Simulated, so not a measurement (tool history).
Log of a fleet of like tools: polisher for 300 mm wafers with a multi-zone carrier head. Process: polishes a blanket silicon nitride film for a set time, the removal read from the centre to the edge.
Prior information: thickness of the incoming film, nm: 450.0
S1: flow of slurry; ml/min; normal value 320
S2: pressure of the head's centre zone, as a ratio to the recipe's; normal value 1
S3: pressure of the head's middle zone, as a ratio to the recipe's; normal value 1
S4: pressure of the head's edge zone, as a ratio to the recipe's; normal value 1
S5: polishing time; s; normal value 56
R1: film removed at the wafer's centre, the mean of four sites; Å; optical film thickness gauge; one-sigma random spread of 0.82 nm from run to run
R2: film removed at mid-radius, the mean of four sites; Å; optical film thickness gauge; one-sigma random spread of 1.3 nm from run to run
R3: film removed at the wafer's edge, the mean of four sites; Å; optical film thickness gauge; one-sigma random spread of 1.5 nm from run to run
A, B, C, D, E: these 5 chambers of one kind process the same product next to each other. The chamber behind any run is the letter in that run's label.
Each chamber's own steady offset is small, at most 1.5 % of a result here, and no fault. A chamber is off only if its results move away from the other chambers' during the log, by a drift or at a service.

run 1D hour=4.5 | S1=320 S2=1 S3=1 S4=1 S5=56 | R1=1150.9 R2=1153.9 R3=1148.8
run 2C hour=8.2 | S1=320 S2=1 S3=1 S4=1 S5=56 | R1=1153.3 R2=1159.1 R3=1150.7
run 3E hour=12.4 | S1=320 S2=1 S3=1 S4=1 S5=56 | R1=1145.8 R2=1171.2 R3=1168.8
-- hour=13.6 chamber D: worn pad replaced by a new one
run 4A hour=15.5 | S1=320 S2=1 S3=1 S4=1 S5=56 | R1=1140.4 R2=1114.5 R3=1137.7
-- hour=15.7 chamber E: centre zone pressure recalibrated
run 5B hour=20.7 | S1=320 S2=1 S3=1 S4=1 S5=56 | R1=1148.1 R2=1169.4 R3=1143.1
run 6B hour=24.2 | S1=320 S2=1 S3=1 S4=1 S5=56 | R1=1143.2 R2=1155.5 R3=1143.5
run 7E hour=28.8 | S1=320 S2=1 S3=1 S4=1 S5=56 | R1=1153.7 R2=1178.2 R3=1189.6
run 8C hour=34 | S1=320 S2=1 S3=1 S4=1 S5=56 | R1=1134.3 R2=1157.7 R3=1149.5
run 9D hour=37.5 | S1=320 S2=1 S3=1 S4=1 S5=56 | R1=1148.2 R2=1109.3 R3=1166
run 10A hour=40 | S1=320 S2=1 S3=1 S4=1 S5=56 | R1=1139.3 R2=1134.7 R3=1137.5
run 11B hour=43.8 | S1=370 S2=1 S3=1 S4=1 S5=73 | R1=1511.9 R2=1510.4 R3=1511.9
-- hour=44.4 chamber C: slurry nozzle cleaned
run 12A hour=48.6 | S1=370 S2=1 S3=1 S4=1 S5=73 | R1=1504.1 R2=1477.1 R3=1531.3
-- hour=49.4 chamber B: worn pad replaced by a new one
run 13E hour=50.9 | S1=370 S2=1 S3=1 S4=1 S5=73 | R1=1514.3 R2=1507.5 R3=1563.7
run 14D hour=53.9 | S1=370 S2=1 S3=1 S4=1 S5=73 | R1=1525.7 R2=1493.1 R3=1495.8
run 15C hour=56.4 | S1=370 S2=1 S3=1 S4=1 S5=73 | R1=1493.1 R2=1471.6 R3=1490.7
run 16B hour=60.4 | S1=320 S2=1 S3=1 S4=1 S5=56 | R1=1136.7 R2=1140 R3=1144.9
run 17A hour=63.4 | S1=320 S2=1 S3=1 S4=1 S5=56 | R1=1137.8 R2=1140.1 R3=1135.4
run 18E hour=67.7 | S1=320 S2=1 S3=1 S4=1 S5=56 | R1=1153.9 R2=1173 R3=1154.1
-- hour=68.2 chamber D: worn pad replaced by a new one
run 19D hour=71.2 | S1=320 S2=1 S3=1 S4=1 S5=56 | R1=1153.2 R2=1164 R3=1151.4
run 20C hour=75.5 | S1=320 S2=1 S3=1 S4=1 S5=56 | R1=1118.8 R2=1141.5 R3=1162.8
run 21C hour=78.9 | S1=320 S2=1 S3=1 S4=1 S5=56 | R1=1132.5 R2=1143.6 R3=1120.5
run 22A hour=82.9 | S1=405 S2=1 S3=1.06 S4=1 S5=56 | R1=1174.7 R2=1214.9 R3=1145.8
run 23B hour=87.5 | S1=405 S2=1 S3=1.06 S4=1 S5=56 | R1=1167.3 R2=1220.9 R3=1159.2
run 24E hour=91.7 | S1=405 S2=1 S3=1.06 S4=1 S5=56 | R1=1173.5 R2=1253.4 R3=1185.5
run 25D hour=94.5 | S1=405 S2=1 S3=1.06 S4=1 S5=56 | R1=1177.7 R2=1237.7 R3=1174
run 26B hour=97.4 | S1=405 S2=1 S3=1.06 S4=1 S5=56 | R1=1172.6 R2=1248.8 R3=1149.8
-- hour=99.1 chamber A: worn pad replaced by a new one
-- hour=100.1 chamber E: worn pad replaced by a new one
run 27A hour=102.5 | S1=320 S2=1.06 S3=1 S4=1 S5=39 | R1=844.85 R2=775.06 R3=799.7
run 28C hour=106.2 | S1=320 S2=1.06 S3=1 S4=1 S5=39 | R1=831.44 R2=783.98 R3=795.57
run 29E hour=110.9 | S1=320 S2=1.06 S3=1 S4=1 S5=39 | R1=850.54 R2=802.35 R3=803.01
-- hour=111.1 chamber B: slurry nozzle cleaned
run 30D hour=115.4 | S1=320 S2=1.06 S3=1 S4=1 S5=39 | R1=847.02 R2=794.22 R3=820.73
run 31B hour=117.7 | S1=320 S2=1.06 S3=1 S4=1 S5=39 | R1=858.13 R2=792.43 R3=804.72
-- hour=120.1 chamber B: worn pad replaced by a new one
run 32C hour=122.5 | S1=320 S2=1 S3=1 S4=1 S5=56 | R1=1094.8 R2=1111.2 R3=1128.9
-- hour=127 chamber D: worn pad replaced by a new one
run 33E hour=127.3 | S1=320 S2=1.1 S3=1 S4=1 S5=56 | R1=1271.5 R2=1149.7 R3=1142.6
run 34D hour=132.6 | S1=320 S2=1.1 S3=1 S4=1 S5=56 | R1=1285.7 R2=1132.6 R3=1163.3
-- hour=132.8 chamber A: slurry nozzle cleaned
run 35A hour=136.1 | S1=320 S2=1.1 S3=1 S4=1 S5=56 | R1=1258.3 R2=1129.4 R3=1166
run 36D hour=141.2 | S1=320 S2=1.1 S3=1 S4=1 S5=56 | R1=1276.9 R2=1135.1 R3=1142.4
run 37B hour=146.4 | S1=320 S2=1.1 S3=1 S4=1 S5=56 | R1=1279.6 R2=1146.6 R3=1140.9
run 38C hour=149.8 | S1=320 S2=1 S3=1 S4=1 S5=56 | R1=1089.8 R2=1111.6 R3=1110.9
run 39E hour=152.5 | S1=320 S2=1 S3=0.91 S4=0.96 S5=56 | R1=1153.9 R2=1054.7 R3=1144.2
run 40A hour=155.8 | S1=320 S2=1 S3=0.91 S4=0.96 S5=56 | R1=1129.3 R2=1027.2 R3=1113.7
run 41B hour=160.5 | S1=320 S2=1 S3=0.91 S4=0.96 S5=56 | R1=1150.4 R2=1066.4 R3=1091.4

Each of the 5 chambers runs these same settings next. Fill in every chamber's results:
run 42A hour=164.3 | S1=320 S2=1 S3=0.92 S4=1 S5=56 | R1=? R2=? R3=?
run 42B hour=164.3 | S1=320 S2=1 S3=0.92 S4=1 S5=56 | R1=? R2=? R3=?
run 42C hour=164.3 | S1=320 S2=1 S3=0.92 S4=1 S5=56 | R1=? R2=? R3=?
run 42D hour=164.3 | S1=320 S2=1 S3=0.92 S4=1 S5=56 | R1=? R2=? R3=?
run 42E hour=164.3 | S1=320 S2=1 S3=0.92 S4=1 S5=56 | R1=? R2=? R3=?

run=42A R1=1142.6 R2=1043.3 R3=1157.7
run=42B R1=1141.5 R2=1077 R3=1142.3
run=42C R1=1084.6 R2=1012.1 R3=1095.9
run=42D R1=1160.1 R2=1047 R3=1157.9
run=42E R1=1143.9 R2=1080.4 R3=1151.1
